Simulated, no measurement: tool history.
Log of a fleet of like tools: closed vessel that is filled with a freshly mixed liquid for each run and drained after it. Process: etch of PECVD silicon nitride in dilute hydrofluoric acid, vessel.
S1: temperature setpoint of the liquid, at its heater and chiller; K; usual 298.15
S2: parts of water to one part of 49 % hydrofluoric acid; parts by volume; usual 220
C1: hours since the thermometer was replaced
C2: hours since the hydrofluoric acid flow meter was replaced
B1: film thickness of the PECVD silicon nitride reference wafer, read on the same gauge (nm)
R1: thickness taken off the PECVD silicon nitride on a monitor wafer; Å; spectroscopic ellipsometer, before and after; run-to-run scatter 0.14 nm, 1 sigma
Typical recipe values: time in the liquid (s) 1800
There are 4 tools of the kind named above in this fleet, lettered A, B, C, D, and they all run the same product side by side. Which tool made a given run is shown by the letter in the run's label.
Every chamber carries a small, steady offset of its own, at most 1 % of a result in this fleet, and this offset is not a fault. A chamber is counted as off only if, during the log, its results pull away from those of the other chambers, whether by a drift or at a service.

Run 1B, hour 14.2: usual settings; C1 1101.7; C2 882.1; B1 109.98. Result: R1 153.260 Å.
Run 2C, hour 25.4: usual settings; C1 514.9; C2 146.5; B1 109.99. Result: R1 153.850 Å.
Run 3A, hour 34.6: usual settings; C1 712.3; C2 1247.0; B1 109.99. Result: R1 152.980 Å.
Run 4D, hour 42.0: usual settings; C1 1678.6; C2 843.4; B1 110.01. Result: R1 150.950 Å.
Run 5D, hour 52.1: usual settings; C1 1688.7; C2 853.5; B1 110.04. Result: R1 151.420 Å.
Run 6C, hour 60.0: usual settings; C1 549.5; C2 181.1; B1 110.00. Result: R1 149.680 Å.
Run 7A, hour 70.3: usual settings; C1 748.0; C2 1282.7; B1 109.99. Result: R1 152.610 Å.
Run 8B, hour 78.1: usual settings but S2 280 parts by volume; C1 1165.6; C2 946.0; B1 110.00. Result: R1 117.770 Å.
Run 9A, hour 90.6: usual settings but S2 280 parts by volume; C1 768.3; C2 1303.0; B1 109.99. Result: R1 122.700 Å.
Run 10D, hour 99.4: usual settings but S2 280 parts by volume; C1 1736.0; C2 900.8; B1 110.00. Result: R1 118.210 Å.
Run 11C, hour 109.5: usual settings but S2 280 parts by volume; C1 599.0; C2 230.6; B1 109.99. Result: R1 119.430 Å.
Run 12B, hour 119.1: usual settings but S1 303.15 K; C1 1206.6; C2 987.0; B1 109.99. Result: R1 201.980 Å.
Run 13B, hour 129.3: usual settings but S1 303.15 K; C1 1216.8; C2 997.2; B1 109.98. Result: R1 206.020 Å.
Run 14C, hour 143.2: usual settings but S1 303.15 K; C1 632.7; C2 264.3; B1 110.01. Result: R1 205.440 Å.
Run 15A, hour 149.4: usual settings but S1 303.15 K; C1 827.1; C2 1361.8; B1 109.97. Result: R1 205.260 Å.
Run 16D, hour 162.9: usual settings; C1 1799.5; C2 964.3; B1 110.02. Result: R1 151.010 Å.
Run 17A, hour 176.6: usual settings but S1 294.65 K, time in the liquid (s) 2845; C1 854.3; C2 1389.0; B1 110.01. Result: R1 190.140 Å.
Run 18C, hour 187.8: usual settings but S1 294.65 K, time in the liquid (s) 2845; C1 677.3; C2 308.9; B1 109.98. Result: R1 191.200 Å.
Run 19B, hour 199.5: usual settings but S1 294.65 K, time in the liquid (s) 2845; C1 1287.0; C2 1067.4; B1 110.03. Result: R1 191.610 Å.
Run 20D, hour 207.9: usual settings but S1 294.65 K, time in the liquid (s) 2845; C1 1844.5; C2 1009.3; B1 109.98. Result: R1 198.020 Å.
Run 21D, hour 222.1: usual settings; C1 1858.7; C2 1023.5; B1 109.99. Result: R1 154.310 Å.
Run 22B, hour 228.6: usual settings; C1 1316.1; C2 1096.5; B1 109.98. Result: R1 150.940 Å.
Run 23C, hour 236.9: usual settings; C1 726.4; C2 358.0; B1 109.99. Result: R1 150.270 Å.
Run 24A, hour 247.3: usual settings; C1 925.0; C2 1459.7; B1 110.00. Result: R1 154.040 Å.
Run 25C, hour 256.8: usual settings but S1 294.65 K, time in the liquid (s) 1250; C1 746.3; C2 377.9; B1 109.99. Result: R1 84.720 Å.
Run 26D, hour 268.4: usual settings but S1 294.65 K, time in the liquid (s) 1250; C1 1905.0; C2 1069.8; B1 109.99. Result: R1 87.281 Å.
Run 27B, hour 279.3: usual settings but S1 294.65 K, time in the liquid (s) 1250; C1 1366.8; C2 1147.2; B1 110.01. Result: R1 83.579 Å.
Run 28A, hour 291.6: usual settings but S1 294.65 K, time in the liquid (s) 1250; C1 969.3; C2 1504.0; B1 110.00. Result: R1 85.053 Å.
Run 29A, hour 300.1: usual settings; C1 977.8; C2 1512.5; B1 110.01. Result: R1 152.190 Å.
At hour 304.6: chamber A: hydrofluoric acid flow meter replaced.
Run 30C, hour 307.3: usual settings; C1 796.8; C2 428.4; B1 110.03. Result: R1 151.330 Å.
At hour 308.9: chamber D: thermometer replaced.
Run 31B, hour 319.9: usual settings; C1 1407.4; C2 1187.8; B1 110.03. Result: R1 150.590 Å.
Run 32D, hour 329.2: usual settings; C1 20.3; C2 1130.6; B1 110.02. Result: R1 158.650 Å.
At hour 335.7: chamber C: thermometer replaced.
Run 33A, hour 341.3: usual settings; C1 1019.0; C2 36.7; B1 109.99. Result: R1 152.180 Å.
Run 34C, hour 353.0: usual settings; C1 17.3; C2 474.1; B1 110.03. Result: R1 152.320 Å.
Run 35D, hour 367.4: usual settings; C1 58.5; C2 1168.8; B1 110.01. Result: R1 162.450 Å.
Run 36B, hour 377.6: usual settings; C1 1465.1; C2 1245.5; B1 110.01. Result: R1 151.580 Å.
Run 37B, hour 389.9: usual settings; C1 1477.4; C2 1257.8; B1 109.99. Result: R1 151.570 Å.
Run 38D, hour 401.5: usual settings; C1 92.6; C2 1202.9; B1 110.00. Result: R1 160.110 Å.
Run 39A, hour 414.8: usual settings; C1 1092.5; C2 110.2; B1 109.98. Result: R1 150.920 Å.
Run 40C, hour 422.2: usual settings; C1 86.5; C2 543.3; B1 109.99. Result: R1 150.980 Å.
Run 41B, hour 436.3: usual settings; C1 1523.8; C2 1304.2; B1 109.96. Result: R1 152.430 Å.
Run 42A, hour 448.8: usual settings; C1 1126.5; C2 144.2; B1 109.98. Result: R1 152.680 Å.
Run 43D, hour 462.9: usual settings; C1 154.0; C2 1264.3; B1 109.98. Result: R1 160.790 Å.
Run 44C, hour 469.7: usual settings; C1 134.0; C2 590.8; B1 110.03. Result: R1 153.120 Å.

Each of the 4 chambers runs these same settings next. Fill in every chamber's results:
Run 45A, hour 479.9: usual settings but time in the liquid (s) 2775. Result: R1 ?.
Run 45B, hour 479.9: usual settings but time in the liquid (s) 2775. Result: R1 ?.
Run 45C, hour 479.9: usual settings but time in the liquid (s) 2775. Result: R1 ?.
Run 45D, hour 479.9: usual settings but time in the liquid (s) 2775. Result: R1 ?.

run       R1
45A  233.930
45B  234.920
45C  234.830
45D  250.630
